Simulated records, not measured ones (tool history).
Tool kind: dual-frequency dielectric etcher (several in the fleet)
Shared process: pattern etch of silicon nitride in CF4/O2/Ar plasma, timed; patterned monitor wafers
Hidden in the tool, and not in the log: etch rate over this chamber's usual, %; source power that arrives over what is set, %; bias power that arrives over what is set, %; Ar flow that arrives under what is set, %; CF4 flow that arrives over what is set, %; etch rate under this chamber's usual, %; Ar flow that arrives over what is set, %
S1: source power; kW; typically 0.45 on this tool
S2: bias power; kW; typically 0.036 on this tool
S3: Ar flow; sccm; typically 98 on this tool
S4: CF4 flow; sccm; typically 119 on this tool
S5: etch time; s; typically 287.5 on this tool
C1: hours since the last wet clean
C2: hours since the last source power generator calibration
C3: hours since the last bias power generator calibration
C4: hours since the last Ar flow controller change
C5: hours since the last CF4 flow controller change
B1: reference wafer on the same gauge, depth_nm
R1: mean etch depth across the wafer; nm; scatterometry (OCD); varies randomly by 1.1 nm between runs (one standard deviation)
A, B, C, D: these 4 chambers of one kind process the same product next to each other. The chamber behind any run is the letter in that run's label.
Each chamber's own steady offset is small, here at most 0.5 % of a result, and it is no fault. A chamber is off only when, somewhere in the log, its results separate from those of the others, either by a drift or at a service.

Run 1B, hour 9: usual settings; C1 337.1; C2 2108.2; C3 187.2; C4 2089.7; C5 2198.9; B1 387.02. Result: R1 452.05 nm.
Run 2C, hour 18.9: usual settings; C1 240.2; C2 1175.1; C3 2572.6; C4 1181.7; C5 1272; B1 387.03. Result: R1 452.46 nm.
Run 3D, hour 29: usual settings; C1 200.9; C2 1431.7; C3 2504.6; C4 3023.5; C5 1111.4; B1 387. Result: R1 454.01 nm.
Run 4A, hour 39.2: usual settings; C1 286.7; C2 2364.4; C3 1653.9; C4 4233.3; C5 2694.4; B1 386.82. Result: R1 455.47 nm.
Run 5C, hour 50.1: usual settings but S4 104 sccm; C1 271.4; C2 1206.3; C3 2603.8; C4 1212.9; C5 1303.2; B1 387.04. Result: R1 446.03 nm.
Run 6A, hour 57.3: usual settings but S4 104 sccm; C1 304.8; C2 2382.5; C3 1672; C4 4251.4; C5 2712.5; B1 387.19. Result: R1 445.61 nm.
Run 7B, hour 71.5: usual settings but S4 104 sccm; C1 399.6; C2 2170.7; C3 249.7; C4 2152.2; C5 2261.4; B1 387.02. Result: R1 444.74 nm.
Run 8D, hour 85.6: usual settings but S4 104 sccm; C1 257.5; C2 1488.3; C3 2561.2; C4 3080.1; C5 1168; B1 386.97. Result: R1 445.71 nm.
Run 9B, hour 98.4: usual settings; C1 426.5; C2 2197.6; C3 276.6; C4 2179.1; C5 2288.3; B1 387.11. Result: R1 453.5 nm.
Run 10D, hour 106.2: usual settings; C1 278.1; C2 1508.9; C3 2581.8; C4 3100.7; C5 1188.6; B1 387.26. Result: R1 455.68 nm.
Run 11C, hour 115.6: usual settings; C1 336.9; C2 1271.8; C3 2669.3; C4 1278.4; C5 1368.7; B1 386.85. Result: R1 453.37 nm.
Run 12A, hour 125.3: usual settings; C1 372.8; C2 2450.5; C3 1740; C4 4319.4; C5 2780.5; B1 387.1. Result: R1 454.81 nm.
Run 13C, hour 136.3: usual settings; C1 357.6; C2 1292.5; C3 2690; C4 1299.1; C5 1389.4; B1 386.85. Result: R1 452.31 nm.
Run 14B, hour 142.9: usual settings; C1 471; C2 2242.1; C3 321.1; C4 2223.6; C5 2332.8; B1 386.87. Result: R1 452.11 nm.
Run 15A, hour 154.3: usual settings; C1 401.8; C2 2479.5; C3 1769; C4 4348.4; C5 2809.5; B1 387.04. Result: R1 453.91 nm.
At hour 158.8: chamber C: wet clean of the chamber.
Run 16D, hour 167.9: usual settings; C1 339.8; C2 1570.6; C3 2643.5; C4 3162.4; C5 1250.3; B1 386.94. Result: R1 455.43 nm.
Run 17C, hour 179.6: usual settings but S5 207 s; C1 20.8; C2 1335.8; C3 2733.3; C4 1342.4; C5 1432.7; B1 387.13. Result: R1 327.25 nm.
Run 18B, hour 189: usual settings but S5 207 s; C1 517.1; C2 2288.2; C3 367.2; C4 2269.7; C5 2378.9; B1 386.98. Result: R1 325.09 nm.
Run 19D, hour 203.6: usual settings but S5 207 s; C1 375.5; C2 1606.3; C3 2679.2; C4 3198.1; C5 1286; B1 386.97. Result: R1 328.01 nm.
At hour 213.8: chamber B: wet clean of the chamber.
Run 20A, hour 217.4: usual settings but S5 207 s; C1 464.9; C2 2542.6; C3 1832.1; C4 4411.5; C5 2872.6; B1 387.06. Result: R1 327.68 nm.
At hour 221.4: chamber C: source power generator calibrated.
At hour 224.5: chamber D: wet clean of the chamber.
Run 21A, hour 226.4: usual settings; C1 473.9; C2 2551.6; C3 1841.1; C4 4420.5; C5 2881.6; B1 387.12. Result: R1 455.05 nm.
Run 22D, hour 238.6: usual settings; C1 14.2; C2 1641.3; C3 2714.2; C4 3233.1; C5 1321; B1 387.03. Result: R1 454.94 nm.
Run 23C, hour 247.3: usual settings; C1 88.5; C2 25.9; C3 2801; C4 1410.1; C5 1500.4; B1 386.75. Result: R1 461.22 nm.
At hour 249.6: chamber C: CF4 flow controller replaced.
Run 24B, hour 255: usual settings; C1 41.2; C2 2354.2; C3 433.2; C4 2335.7; C5 2444.9; B1 387.08. Result: R1 451.16 nm.
Run 25D, hour 267.7: usual settings; C1 43.3; C2 1670.4; C3 2743.3; C4 3262.2; C5 1350.1; B1 386.89. Result: R1 453.16 nm.
Run 26C, hour 274.8: usual settings but S1 0.53 kW, S5 346.5 s; C1 116; C2 53.4; C3 2828.5; C4 1437.6; C5 25.2; B1 387.04. Result: R1 645.19 nm.
Run 27A, hour 282: usual settings but S1 0.53 kW, S5 346.5 s; C1 529.5; C2 2607.2; C3 1896.7; C4 4476.1; C5 2937.2; B1 386.99. Result: R1 634.04 nm.
Run 28B, hour 292.1: usual settings but S1 0.53 kW, S5 346.5 s; C1 78.3; C2 2391.3; C3 470.3; C4 2372.8; C5 2482; B1 386.9. Result: R1 635.16 nm.
Run 29B, hour 305.4: usual settings but S1 0.53 kW, S5 346.5 s; C1 91.6; C2 2404.6; C3 483.6; C4 2386.1; C5 2495.3; B1 386.96. Result: R1 633.6 nm.
Run 30A, hour 317.7: usual settings; C1 565.2; C2 2642.9; C3 1932.4; C4 4511.8; C5 2972.9; B1 386.86. Result: R1 454.98 nm.
Run 31D, hour 331.1: usual settings; C1 106.7; C2 1733.8; C3 2806.7; C4 3325.6; C5 1413.5; B1 386.95. Result: R1 454.16 nm.
At hour 333.9: chamber A: wet clean of the chamber.
Run 32C, hour 340.7: usual settings; C1 181.9; C2 119.3; C3 2894.4; C4 1503.5; C5 91.1; B1 387.05. Result: R1 462.51 nm.
Run 33C, hour 349.7: usual settings; C1 190.9; C2 128.3; C3 2903.4; C4 1512.5; C5 100.1; B1 386.84. Result: R1 462.81 nm.
Run 34D, hour 357.3: usual settings; C1 132.9; C2 1760; C3 2832.9; C4 3351.8; C5 1439.7; B1 387.11. Result: R1 453.64 nm.
Run 35B, hour 366.2: usual settings; C1 152.4; C2 2465.4; C3 544.4; C4 2446.9; C5 2556.1; B1 387.02. Result: R1 453.53 nm.
Run 36A, hour 378.3: usual settings but S2 0.031 kW, S4 109 sccm; C1 44.5; C2 2703.5; C3 1993; C4 4572.4; C5 3033.5; B1 387.02. Result: R1 427.48 nm.
Run 37C, hour 393.1: usual settings but S2 0.031 kW, S4 109 sccm; C1 234.3; C2 171.7; C3 2946.8; C4 1555.9; C5 143.5; B1 386.95. Result: R1 434.37 nm.

Has any chamber moved away from the others, gradually or after a service, or does the common gauge drift, or do the chambers differ only by their own small steady offsets? State the chamber and the most likely cause if one applies.

The work done on chamber C during a service left it standing apart from the others.
Likeliest cause: source power that arrives over what is set, % = 2.3.

Here are 4 candidates for chamber C's next run, each the usual settings with a change, their results left as question marks. Which one brings its results back in line with what the others give on the usual settings?
To be in line, a result may differ from the other chambers' mean on the usual settings by at most: R1 3.9 nm
Run 38C-1, hour 403.8: usual settings but S1 0.43 kW, S3 99 sccm. Result: R1 ?.
Run 38C-2, hour 403.8: usual settings but S1 0.46 kW, S5 294 s. Result: R1 ?.
Run 38C-3, hour 403.8: usual settings but S1 0.46 kW. Result: R1 ?.
Run 38C-4, hour 403.8: usual settings but S5 282.5 s. Result: R1 ?.

The mean the other chambers reach with the usual settings: R1 453.95 nm
  run      R1
38C-1  445.08
38C-2  483.89
38C-3  473.19
38C-4  455.96
The answer is 38C-4, which returns the chamber to within the allowed miss of the others.

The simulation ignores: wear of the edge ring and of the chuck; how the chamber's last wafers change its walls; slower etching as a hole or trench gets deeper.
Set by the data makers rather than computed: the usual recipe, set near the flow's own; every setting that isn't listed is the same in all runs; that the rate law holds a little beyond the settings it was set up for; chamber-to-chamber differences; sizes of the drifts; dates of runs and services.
